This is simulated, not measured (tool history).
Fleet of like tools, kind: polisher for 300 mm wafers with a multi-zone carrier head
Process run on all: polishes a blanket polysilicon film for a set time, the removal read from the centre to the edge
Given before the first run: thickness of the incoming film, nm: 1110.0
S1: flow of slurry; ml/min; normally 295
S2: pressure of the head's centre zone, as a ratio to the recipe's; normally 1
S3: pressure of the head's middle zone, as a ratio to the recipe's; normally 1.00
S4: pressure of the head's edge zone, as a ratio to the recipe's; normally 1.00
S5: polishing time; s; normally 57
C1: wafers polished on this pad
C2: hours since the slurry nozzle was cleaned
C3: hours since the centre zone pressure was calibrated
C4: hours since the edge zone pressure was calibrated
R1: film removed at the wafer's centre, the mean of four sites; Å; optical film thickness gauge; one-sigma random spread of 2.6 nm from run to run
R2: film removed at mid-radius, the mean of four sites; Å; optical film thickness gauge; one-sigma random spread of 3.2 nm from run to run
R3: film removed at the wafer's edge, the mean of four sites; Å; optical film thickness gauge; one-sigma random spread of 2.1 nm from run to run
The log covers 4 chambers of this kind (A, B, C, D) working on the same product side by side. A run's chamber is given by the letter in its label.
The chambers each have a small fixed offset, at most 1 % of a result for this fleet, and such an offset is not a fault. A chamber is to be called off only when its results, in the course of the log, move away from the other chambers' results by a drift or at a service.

{"hour": 2.3, "done": "chamber D: worn pad replaced by a new one"}
{"run": "1D", "hour": 5.7, "S1": 295, "S2": 1, "S3": 1.0, "S4": 1.0, "S5": 57, "C1": 50, "C2": 417.8, "C3": 95.5, "C4": 198.6, "R1": 2210.6, "R2": 2233.2, "R3": 2206.7}
{"run": "2B", "hour": 11.6, "S1": 295, "S2": 1, "S3": 1.0, "S4": 1.0, "S5": 57, "C1": 819, "C2": 643.6, "C3": 445.9, "C4": 459.7, "R1": 2239.8, "R2": 2225.6, "R3": 2235.0}
{"run": "3C", "hour": 16.0, "S1": 295, "S2": 1, "S3": 1.0, "S4": 1.0, "S5": 57, "C1": 504, "C2": 570.8, "C3": 328.1, "C4": 27.5, "R1": 2184.4, "R2": 2202.7, "R3": 2248.8}
{"run": "4A", "hour": 21.3, "S1": 295, "S2": 1, "S3": 1.0, "S4": 1.0, "S5": 57, "C1": 1155, "C2": 747.3, "C3": 315.2, "C4": 161.5, "R1": 2233.9, "R2": 2270.4, "R3": 2194.8}
{"run": "5B", "hour": 24.9, "S1": 295, "S2": 1, "S3": 1.0, "S4": 1.0, "S5": 57, "C1": 1015, "C2": 656.9, "C3": 459.2, "C4": 473.0, "R1": 2146.1, "R2": 2194.1, "R3": 2267.1}
{"hour": 27.1, "done": "chamber B: worn pad replaced by a new one"}
{"run": "6A", "hour": 30.2, "S1": 295, "S2": 1, "S3": 1.0, "S4": 1.0, "S5": 57, "C1": 1286, "C2": 756.2, "C3": 324.1, "C4": 170.4, "R1": 2232.8, "R2": 2205.5, "R3": 2206.5}
{"hour": 32.8, "done": "chamber B: slurry nozzle cleaned"}
{"run": "7C", "hour": 33.7, "S1": 295, "S2": 1, "S3": 1.0, "S4": 1.0, "S5": 57, "C1": 764, "C2": 588.5, "C3": 345.8, "C4": 45.2, "R1": 2154.8, "R2": 2257.0, "R3": 2190.5}
{"hour": 37.0, "done": "chamber A: worn pad replaced by a new one"}
{"run": "8D", "hour": 39.0, "S1": 295, "S2": 1, "S3": 1.0, "S4": 1.0, "S5": 57, "C1": 539, "C2": 451.1, "C3": 128.8, "C4": 231.9, "R1": 2231.1, "R2": 2227.9, "R3": 2206.4}
{"run": "9D", "hour": 43.6, "S1": 295, "S2": 1, "S3": 1.0, "S4": 1.0, "S5": 57, "C1": 606, "C2": 455.7, "C3": 133.4, "C4": 236.5, "R1": 2223.7, "R2": 2151.4, "R3": 2192.4}
{"run": "10C", "hour": 48.8, "S1": 295, "S2": 1, "S3": 1.0, "S4": 1.0, "S5": 57, "C1": 986, "C2": 603.6, "C3": 360.9, "C4": 60.3, "R1": 2188.6, "R2": 2224.8, "R3": 2223.2}
{"run": "11A", "hour": 53.4, "S1": 295, "S2": 1, "S3": 1.0, "S4": 1.0, "S5": 57, "C1": 241, "C2": 779.4, "C3": 347.3, "C4": 193.6, "R1": 2207.2, "R2": 2235.1, "R3": 2198.7}
{"run": "12B", "hour": 58.6, "S1": 295, "S2": 1, "S3": 1.0, "S4": 1.0, "S5": 57, "C1": 462, "C2": 25.9, "C3": 492.9, "C4": 506.7, "R1": 2230.6, "R2": 2292.4, "R3": 2244.6}
{"run": "13D", "hour": 61.8, "S1": 295, "S2": 1, "S3": 1.0, "S4": 1.0, "S5": 57, "C1": 873, "C2": 473.9, "C3": 151.6, "C4": 254.7, "R1": 2164.6, "R2": 2252.8, "R3": 2233.4}
{"hour": 63.6, "done": "chamber D: slurry nozzle cleaned"}
{"hour": 64.5, "done": "chamber D: worn pad replaced by a new one"}
{"run": "14B", "hour": 66.3, "S1": 295, "S2": 1, "S3": 0.93, "S4": 0.94, "S5": 57, "C1": 575, "C2": 33.6, "C3": 500.6, "C4": 514.4, "R1": 2216.9, "R2": 2093.2, "R3": 2158.1}
{"hour": 71.2, "done": "chamber A: slurry nozzle cleaned"}
{"run": "15A", "hour": 71.9, "S1": 295, "S2": 1, "S3": 0.93, "S4": 0.94, "S5": 57, "C1": 513, "C2": 0.7, "C3": 365.8, "C4": 212.1, "R1": 2216.6, "R2": 2104.6, "R3": 2147.8}
{"run": "16C", "hour": 77.6, "S1": 295, "S2": 1, "S3": 0.93, "S4": 0.94, "S5": 57, "C1": 1408, "C2": 632.4, "C3": 389.7, "C4": 89.1, "R1": 2204.2, "R2": 2089.1, "R3": 2132.0}
{"run": "17C", "hour": 80.7, "S1": 295, "S2": 1, "S3": 0.93, "S4": 0.94, "S5": 57, "C1": 1454, "C2": 635.5, "C3": 392.8, "C4": 92.2, "R1": 2132.0, "R2": 2088.3, "R3": 2121.7}
{"run": "18A", "hour": 85.2, "S1": 295, "S2": 1, "S3": 1.0, "S4": 1.0, "S5": 57, "C1": 708, "C2": 14.0, "C3": 379.1, "C4": 225.4, "R1": 2235.7, "R2": 2194.4, "R3": 2220.6}
{"run": "19D", "hour": 88.5, "S1": 295, "S2": 1, "S3": 1.0, "S4": 1.0, "S5": 57, "C1": 353, "C2": 25.0, "C3": 178.3, "C4": 281.4, "R1": 2168.1, "R2": 2188.9, "R3": 2189.9}
{"hour": 90.7, "done": "chamber B: worn pad replaced by a new one"}
{"run": "20B", "hour": 93.6, "S1": 295, "S2": 1, "S3": 1.0, "S4": 1.0, "S5": 57, "C1": 43, "C2": 60.9, "C3": 527.9, "C4": 541.7, "R1": 2158.7, "R2": 2202.8, "R3": 2229.5}
{"run": "21C", "hour": 99.0, "S1": 295, "S2": 1, "S3": 1.0, "S4": 1.0, "S5": 57, "C1": 1723, "C2": 653.8, "C3": 411.1, "C4": 110.5, "R1": 2132.0, "R2": 2142.3, "R3": 2174.6}
{"run": "22B", "hour": 102.0, "S1": 295, "S2": 1, "S3": 1.0, "S4": 1.0, "S5": 57, "C1": 166, "C2": 69.3, "C3": 536.3, "C4": 550.1, "R1": 2215.0, "R2": 2282.9, "R3": 2242.4}
{"run": "23A", "hour": 107.7, "S1": 295, "S2": 1, "S3": 1.0, "S4": 1.0, "S5": 57, "C1": 1039, "C2": 36.5, "C3": 401.6, "C4": 247.9, "R1": 2253.8, "R2": 2284.2, "R3": 2230.0}
{"run": "24D", "hour": 112.6, "S1": 295, "S2": 1, "S3": 1.0, "S4": 1.0, "S5": 57, "C1": 706, "C2": 49.1, "C3": 202.4, "C4": 305.5, "R1": 2217.1, "R2": 2220.1, "R3": 2185.2}
{"run": "25C", "hour": 116.0, "S1": 295, "S2": 1, "S3": 1.0, "S4": 1.0, "S5": 57, "C1": 1972, "C2": 670.8, "C3": 428.1, "C4": 127.5, "R1": 2093.7, "R2": 2116.6, "R3": 2160.0}
{"hour": 117.3, "done": "chamber C: slurry nozzle cleaned"}
{"run": "26A", "hour": 120.3, "S1": 295, "S2": 1, "S3": 1.0, "S4": 1.0, "S5": 57, "C1": 1224, "C2": 49.1, "C3": 414.2, "C4": 260.5, "R1": 2226.4, "R2": 2232.2, "R3": 2215.4}
{"hour": 120.7, "done": "chamber D: worn pad replaced by a new one"}
{"run": "27B", "hour": 125.2, "S1": 295, "S2": 1, "S3": 1.0, "S4": 1.0, "S5": 57, "C1": 507, "C2": 92.5, "C3": 559.5, "C4": 573.3, "R1": 2222.7, "R2": 2262.4, "R3": 2245.3}
{"run": "28D", "hour": 131.2, "S1": 295, "S2": 1, "S3": 1.06, "S4": 1.0, "S5": 57, "C1": 155, "C2": 67.7, "C3": 221.0, "C4": 324.1, "R1": 2269.5, "R2": 2362.2, "R3": 2206.3}
{"run": "29D", "hour": 135.6, "S1": 295, "S2": 1, "S3": 1.06, "S4": 1.0, "S5": 57, "C1": 219, "C2": 72.1, "C3": 225.4, "C4": 328.5, "R1": 2286.0, "R2": 2379.8, "R3": 2229.9}
{"hour": 138.7, "done": "chamber A: worn pad replaced by a new one"}
{"run": "30C", "hour": 138.8, "S1": 295, "S2": 1, "S3": 1.06, "S4": 1.0, "S5": 57, "C1": 2307, "C2": 21.6, "C3": 450.9, "C4": 150.3, "R1": 2078.3, "R2": 2214.8, "R3": 2078.9}
{"run": "31B", "hour": 143.9, "S1": 295, "S2": 1, "S3": 1.06, "S4": 1.0, "S5": 57, "C1": 781, "C2": 111.2, "C3": 578.2, "C4": 592.0, "R1": 2200.1, "R2": 2343.9, "R3": 2240.6}
{"run": "32A", "hour": 149.8, "S1": 295, "S2": 1, "S3": 1.0, "S4": 1.0, "S5": 57, "C1": 163, "C2": 78.6, "C3": 443.7, "C4": 290.0, "R1": 2263.9, "R2": 2220.5, "R3": 2229.9}
{"run": "33D", "hour": 154.2, "S1": 295, "S2": 1, "S3": 1.0, "S4": 1.0, "S5": 57, "C1": 492, "C2": 90.7, "C3": 244.0, "C4": 347.1, "R1": 2236.1, "R2": 2234.2, "R3": 2211.0}
{"run": "34C", "hour": 158.0, "S1": 295, "S2": 1, "S3": 1.0, "S4": 1.0, "S5": 57, "C1": 2589, "C2": 40.8, "C3": 470.1, "C4": 169.5, "R1": 2068.2, "R2": 2084.5, "R3": 2064.6}
{"run": "35A", "hour": 162.4, "S1": 295, "S2": 1, "S3": 1.0, "S4": 1.0, "S5": 57, "C1": 348, "C2": 91.2, "C3": 456.3, "C4": 302.6, "R1": 2188.6, "R2": 2219.1, "R3": 2212.2}
{"run": "36B", "hour": 166.1, "S1": 295, "S2": 1, "S3": 1.0, "S4": 1.0, "S5": 57, "C1": 1107, "C2": 133.4, "C3": 600.4, "C4": 614.2, "R1": 2245.6, "R2": 2201.3, "R3": 2254.1}
{"run": "37B", "hour": 172.2, "S1": 295, "S2": 1, "S3": 1.0, "S4": 1.0, "S5": 57, "C1": 1197, "C2": 139.5, "C3": 606.5, "C4": 620.3, "R1": 2193.7, "R2": 2214.1, "R3": 2270.1}
{"hour": 174.8, "done": "chamber A: edge zone pressure recalibrated"}
{"run": "38A", "hour": 175.1, "S1": 295, "S2": 1, "S3": 1.0, "S4": 0.92, "S5": 74, "C1": 534, "C2": 103.9, "C3": 469.0, "C4": 0.4, "R1": 2915.6, "R2": 2978.1, "R3": 2724.5}

What goes on in this fleet: one chamber off, a drifting gauge, or nothing beyond the chambers' own small offsets? Name the chamber and the cause, if any.

Chamber C drifts away from the others.
Likeliest cause: removal rate lost through wear of the pad, % = 9.1.

Chamber C could run next with any of the 4 candidate recipes listed below; each alters the usual settings, and their results appear as question marks. Which one brings its results back in line with what the other chambers deliver on the usual settings?
Allowed miss from the other chambers' usual-settings mean, per result, to count as in line: R1 92.0 Å; R2 110.0 Å; R3 74.0 Å
{"run": "39C-1", "hour": 179.7, "S1": 300, "S2": 1.01, "S3": 1.0, "S4": 1.01, "S5": 69, "R1": "?", "R2": "?", "R3": "?"}
{"run": "39C-2", "hour": 179.7, "S1": 290, "S2": 0.99, "S3": 1.0, "S4": 1.0, "S5": 52, "R1": "?", "R2": "?", "R3": "?"}
{"run": "39C-3", "hour": 179.7, "S1": 300, "S2": 1.01, "S3": 1.0, "S4": 1.0, "S5": 62, "R1": "?", "R2": "?", "R3": "?"}
{"run": "39C-4", "hour": 179.7, "S1": 290, "S2": 0.99, "S3": 1.0, "S4": 0.99, "S5": 47, "R1": "?", "R2": "?", "R3": "?"}

Mean of the other chambers on the usual settings: R1 2219.7 Å; R2 2232.2 Å; R3 2228.8 Å
run=39C-1 R1=2479.5 R2=2470.2 R3=2470.8
run=39C-2 R1=1821.0 R2=1855.6 R3=1847.7
run=39C-3 R1=2228.0 R2=2219.6 R3=2208.6
run=39C-4 R1=1645.9 R2=1677.2 R3=1661.3
The right change is 39C-3: it brings the chamber back within the allowed miss of the others.
